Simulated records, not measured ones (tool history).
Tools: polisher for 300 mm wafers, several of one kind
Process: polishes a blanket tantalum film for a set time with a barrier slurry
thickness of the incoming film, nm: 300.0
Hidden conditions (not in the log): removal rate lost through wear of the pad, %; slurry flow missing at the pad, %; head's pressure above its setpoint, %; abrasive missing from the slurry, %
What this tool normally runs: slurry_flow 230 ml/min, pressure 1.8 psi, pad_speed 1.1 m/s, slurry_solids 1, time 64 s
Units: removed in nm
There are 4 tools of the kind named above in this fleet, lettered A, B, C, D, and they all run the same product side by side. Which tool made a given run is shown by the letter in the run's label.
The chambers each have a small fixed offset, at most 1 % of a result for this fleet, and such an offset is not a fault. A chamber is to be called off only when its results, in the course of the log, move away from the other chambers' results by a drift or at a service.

| run | hour | slurry_flow | pressure | pad_speed | slurry_solids | time | wafers polished on this pad | hours since the slurry nozzle was cleaned | hours since the head pressure was calibrated | hours since the slurry blender was calibrated | removed |
|---|---|---|---|---|---|---|---|---|---|---|---|
| 1A | 5.6 | 230 | 1.8 | 1.1 | 1 | 64 | 60 | 128.8 | 31.6 | 44.6 | 120.7 |
| 2B | 10.1 | 230 | 1.8 | 1.1 | 1 | 64 | 905 | 64.4 | 1199.4 | 123.1 | 118.95 |
| 3D | 16.9 | 230 | 1.8 | 1.1 | 1 | 64 | 501 | 144.3 | 239 | 29.3 | 119.73 |
| 4C | 25.9 | 230 | 1.8 | 1.1 | 1 | 64 | 1109 | 763.9 | 126.4 | 36.8 | 119.23 |
|  | 26.1 | chamber C: worn pad replaced by a new one |
| 5D | 32.5 | 230 | 1.8 | 1.1 | 1 | 64 | 635 | 159.9 | 254.6 | 44.9 | 119.37 |
| 6B | 37.3 | 230 | 1.8 | 1.1 | 1 | 64 | 1138 | 91.6 | 1226.6 | 150.3 | 119.11 |
| 7C | 43.9 | 230 | 1.8 | 1.1 | 1 | 64 | 153 | 781.9 | 144.4 | 54.8 | 120.39 |
| 8A | 48 | 230 | 1.8 | 1.1 | 1 | 64 | 424 | 171.2 | 74 | 87 | 118.26 |
| 9C | 55.5 | 230 | 1.8 | 1.1 | 1 | 64 | 253 | 793.5 | 156 | 66.4 | 122.34 |
| 10B | 59.9 | 230 | 1.8 | 1.1 | 1 | 64 | 1332 | 114.2 | 1249.2 | 172.9 | 121.3 |
| 11A | 67.9 | 230 | 1.8 | 1.1 | 1 | 64 | 594 | 191.1 | 93.9 | 106.9 | 118.99 |
| 12D | 74.3 | 230 | 1.8 | 1.1 | 1 | 64 | 994 | 201.7 | 296.4 | 86.7 | 120.07 |
|  | 79.9 | chamber B: worn pad replaced by a new one |
|  | 80 | chamber A: worn pad replaced by a new one |
| 13A | 82.3 | 230 | 1.8 | 1.1 | 1 | 64 | 19 | 205.5 | 108.3 | 121.3 | 117.15 |
|  | 82.7 | chamber D: slurry nozzle cleaned |
| 14B | 87.6 | 230 | 1.8 | 1.1 | 1 | 64 | 66 | 141.9 | 1276.9 | 200.6 | 122.95 |
|  | 95.7 | chamber D: worn pad replaced by a new one |
| 15C | 95.8 | 230 | 1.8 | 1.1 | 1 | 64 | 599 | 833.8 | 196.3 | 106.7 | 123.01 |
|  | 98.6 | chamber D: slurry blender recalibrated |
| 16D | 102.7 | 230 | 1.8 | 1.1 | 1 | 64 | 60 | 20 | 324.8 | 4.2 | 122.53 |
| 17A | 107.8 | 230 | 1.8 | 1.1 | 1 | 64 | 238 | 231 | 133.8 | 146.8 | 117.71 |
|  | 110.8 | chamber A: slurry nozzle cleaned |
| 18C | 113.2 | 230 | 1.8 | 1.1 | 1 | 64 | 748 | 851.2 | 213.7 | 124.1 | 120.18 |
|  | 119.4 | chamber C: slurry nozzle cleaned |
|  | 120.5 | chamber B: head pressure recalibrated |
| 19D | 122.2 | 230 | 1.8 | 1.1 | 1 | 64 | 228 | 39.5 | 344.3 | 23.7 | 121.77 |
| 20B | 129.9 | 230 | 1.8 | 1.1 | 1 | 64 | 429 | 184.2 | 9.5 | 242.9 | 130.05 |
| 21B | 136.5 | 230 | 1.8 | 1.1 | 1 | 64 | 486 | 190.8 | 16.1 | 249.5 | 131.7 |
|  | 138.1 | chamber D: head pressure recalibrated |
| 22C | 143 | 230 | 1.8 | 1.1 | 1 | 64 | 1004 | 23.7 | 243.5 | 153.9 | 121.83 |
| 23D | 150.4 | 230 | 1.8 | 1.1 | 1 | 64 | 470 | 67.7 | 12.3 | 51.9 | 119.97 |
| 24A | 154.6 | 230 | 1.8 | 1.1 | 1 | 64 | 640 | 43.8 | 180.6 | 193.6 | 118.49 |
|  | 157.5 | chamber A: worn pad replaced by a new one |
| 25A | 159.6 | 230 | 1.8 | 1.1 | 1 | 64 | 18 | 48.8 | 185.6 | 198.6 | 120.12 |
|  | 163.5 | chamber C: worn pad replaced by a new one |
| 26C | 163.9 | 230 | 1.8 | 1.1 | 1 | 64 | 4 | 44.6 | 264.4 | 174.8 | 119.82 |
| 27B | 171.8 | 265 | 1.8 | 1.1 | 1 | 64 | 789 | 226.1 | 51.4 | 284.8 | 132.83 |
| 28D | 178.1 | 265 | 1.8 | 1.1 | 1 | 64 | 707 | 95.4 | 40 | 79.6 | 123.98 |
| 29C | 184.4 | 265 | 1.8 | 1.1 | 1 | 64 | 180 | 65.1 | 284.9 | 195.3 | 120.97 |
| 30D | 193.2 | 265 | 1.8 | 1.1 | 1 | 64 | 837 | 110.5 | 55.1 | 94.7 | 125.08 |
| 31B | 199.2 | 230 | 1.8 | 1.1 | 1 | 64 | 1024 | 253.5 | 78.8 | 312.2 | 130.57 |

The same settings go to every chamber for the next run, one line per chamber below. Forecast the results for each:
| 32A | 205.7 | 230 | 1.8 | 1.38 | 1 | 64 |  |  |  |  | ? |
| 32B | 205.7 | 230 | 1.8 | 1.38 | 1 | 64 |  |  |  |  | ? |
| 32C | 205.7 | 230 | 1.8 | 1.38 | 1 | 64 |  |  |  |  | ? |
| 32D | 205.7 | 230 | 1.8 | 1.38 | 1 | 64 |  |  |  |  | ? |

| run | removed |
|---|---|
| 32A | 150.08 |
| 32B | 161.45 |
| 32C | 155.5 |
| 32D | 149.21 |
